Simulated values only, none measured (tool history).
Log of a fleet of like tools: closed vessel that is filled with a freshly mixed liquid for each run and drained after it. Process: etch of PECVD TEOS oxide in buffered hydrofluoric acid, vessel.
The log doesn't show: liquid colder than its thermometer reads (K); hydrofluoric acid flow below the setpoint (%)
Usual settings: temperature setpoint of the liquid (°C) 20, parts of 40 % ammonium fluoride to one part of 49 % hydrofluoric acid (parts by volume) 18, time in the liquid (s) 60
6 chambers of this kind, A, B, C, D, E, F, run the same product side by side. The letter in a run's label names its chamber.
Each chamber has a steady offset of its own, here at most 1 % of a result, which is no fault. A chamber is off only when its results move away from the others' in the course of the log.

| run | hour | temperature setpoint of the liquid (°C) | parts of 40 % ammonium fluoride to one part of 49 % hydrofluoric acid (parts by volume) | time in the liquid (s) | hours since the thermometer was replaced | hours since the hydrofluoric acid flow meter was replaced | read-back film thickness of the PECVD TEOS oxide reference wafer, read on the same gauge (nm) | thickness taken off the PECVD TEOS oxide on a monitor wafer (angstrom) |
|---|---|---|---|---|---|---|---|---|
| 1E | 6.8 | 20 | 18 | 60 | 72.9 | 1872.4 | 60.029 | 561.39 |
| 2F | 14 | 20 | 18 | 60 | 1129.2 | 337.2 | 60.016 | 562.19 |
| 3C | 19.9 | 20 | 18 | 60 | 292.2 | 1694.5 | 59.993 | 557.88 |
| 4A | 23.8 | 20 | 18 | 60 | 2961.5 | 838.6 | 60.006 | 566.18 |
| 5D | 28.1 | 23 | 12.5 | 60 | 1034.3 | 1114.8 | 60.031 | 962.24 |
| 6B | 33.4 | 23 | 12.5 | 60 | 1162.3 | 2137 | 59.975 | 966.59 |
| 7D | 39.8 | 23 | 12.5 | 60 | 1046 | 1126.5 | 59.945 | 950.2 |
| 8C | 44.5 | 23 | 12.5 | 60 | 316.8 | 1719.1 | 60.005 | 937.91 |
| 9F | 48.8 | 23 | 12.5 | 60 | 1164 | 372 | 60.028 | 946.55 |
|  | 52.5 | chamber A: thermometer replaced |
| 10A | 54.2 | 23 | 12.5 | 60 | 1.7 | 869 | 59.981 | 946.11 |
| 11B | 57.5 | 20 | 18 | 60 | 1186.4 | 2161.1 | 59.981 | 559.92 |
| 12E | 62.1 | 20 | 18 | 60 | 128.2 | 1927.7 | 60.039 | 561.01 |
| 13A | 69.6 | 20 | 18 | 60 | 17.1 | 884.4 | 59.973 | 561.23 |
| 14C | 77.2 | 20 | 18 | 60 | 349.5 | 1751.8 | 60.008 | 571.37 |
| 15F | 83.8 | 20 | 18 | 60 | 1199 | 407 | 59.982 | 562.6 |
| 16E | 89 | 20 | 12 | 35 | 155.1 | 1954.6 | 60.039 | 486.17 |
|  | 94.5 | chamber C: hydrofluoric acid flow meter replaced |
| 17B | 94.7 | 20 | 12 | 35 | 1223.6 | 2198.3 | 60.014 | 490.35 |
| 18D | 101.1 | 20 | 12 | 35 | 1107.3 | 1187.8 | 59.961 | 492.34 |
| 19F | 105.9 | 20 | 12 | 35 | 1221.1 | 429.1 | 59.966 | 487.91 |
| 20C | 111.7 | 20 | 12 | 35 | 384 | 17.3 | 59.966 | 471.46 |
| 21D | 116 | 20 | 12 | 35 | 1122.2 | 1202.7 | 60.018 | 487.55 |
| 22B | 123.2 | 20 | 18 | 60 | 1252.1 | 2226.8 | 60.003 | 564.64 |
| 23E | 128.4 | 20 | 18 | 60 | 194.5 | 1994 | 60.005 | 557.81 |
| 24A | 134 | 20 | 18 | 60 | 81.5 | 948.8 | 60.011 | 560.66 |
| 25A | 140 | 20 | 18 | 60 | 87.5 | 954.8 | 59.987 | 560.85 |
| 26E | 145.1 | 20 | 18 | 60 | 211.2 | 2010.7 | 59.997 | 569.19 |
| 27C | 149.8 | 20 | 18 | 60 | 422.1 | 55.4 | 59.98 | 543.51 |
| 28D | 154.7 | 20 | 18 | 60 | 1160.9 | 1241.4 | 59.972 | 566.03 |
| 29F | 161 | 20 | 18 | 60 | 1276.2 | 484.2 | 59.974 | 555.31 |
| 30B | 166 | 20 | 23.5 | 60 | 1294.9 | 2269.6 | 60.036 | 452.56 |
| 31B | 171.7 | 20 | 23.5 | 60 | 1300.6 | 2275.3 | 59.99 | 460.54 |
| 32D | 176.9 | 20 | 23.5 | 60 | 1183.1 | 1263.6 | 60.005 | 451.47 |
| 33E | 182.8 | 20 | 23.5 | 60 | 248.9 | 2048.4 | 59.969 | 452.64 |
| 34A | 186.4 | 20 | 23.5 | 60 | 133.9 | 1001.2 | 59.966 | 459.47 |
| 35C | 192.7 | 20 | 23.5 | 60 | 465 | 98.3 | 60.016 | 430.84 |
| 36F | 197.5 | 20 | 18 | 60 | 1312.7 | 520.7 | 59.996 | 563.52 |
| 37E | 201 | 20 | 18 | 60 | 267.1 | 2066.6 | 59.961 | 560.28 |
| 38D | 204.4 | 20 | 18 | 60 | 1210.6 | 1291.1 | 60.02 | 558.98 |

All 6 chambers run these settings next. Forecast each chamber's results:
| 39A | 209.8 | 24.5 | 18 | 60 |  |  |  | ? |
| 39B | 209.8 | 24.5 | 18 | 60 |  |  |  | ? |
| 39C | 209.8 | 24.5 | 18 | 60 |  |  |  | ? |
| 39D | 209.8 | 24.5 | 18 | 60 |  |  |  | ? |
| 39E | 209.8 | 24.5 | 18 | 60 |  |  |  | ? |
| 39F | 209.8 | 24.5 | 18 | 60 |  |  |  | ? |

| run | thickness taken off the PECVD TEOS oxide on a monitor wafer (angstrom) |
|---|---|
| 39A | 713.09 |
| 39B | 726.35 |
| 39C | 665.83 |
| 39D | 711.43 |
| 39E | 728.74 |
| 39F | 721.56 |
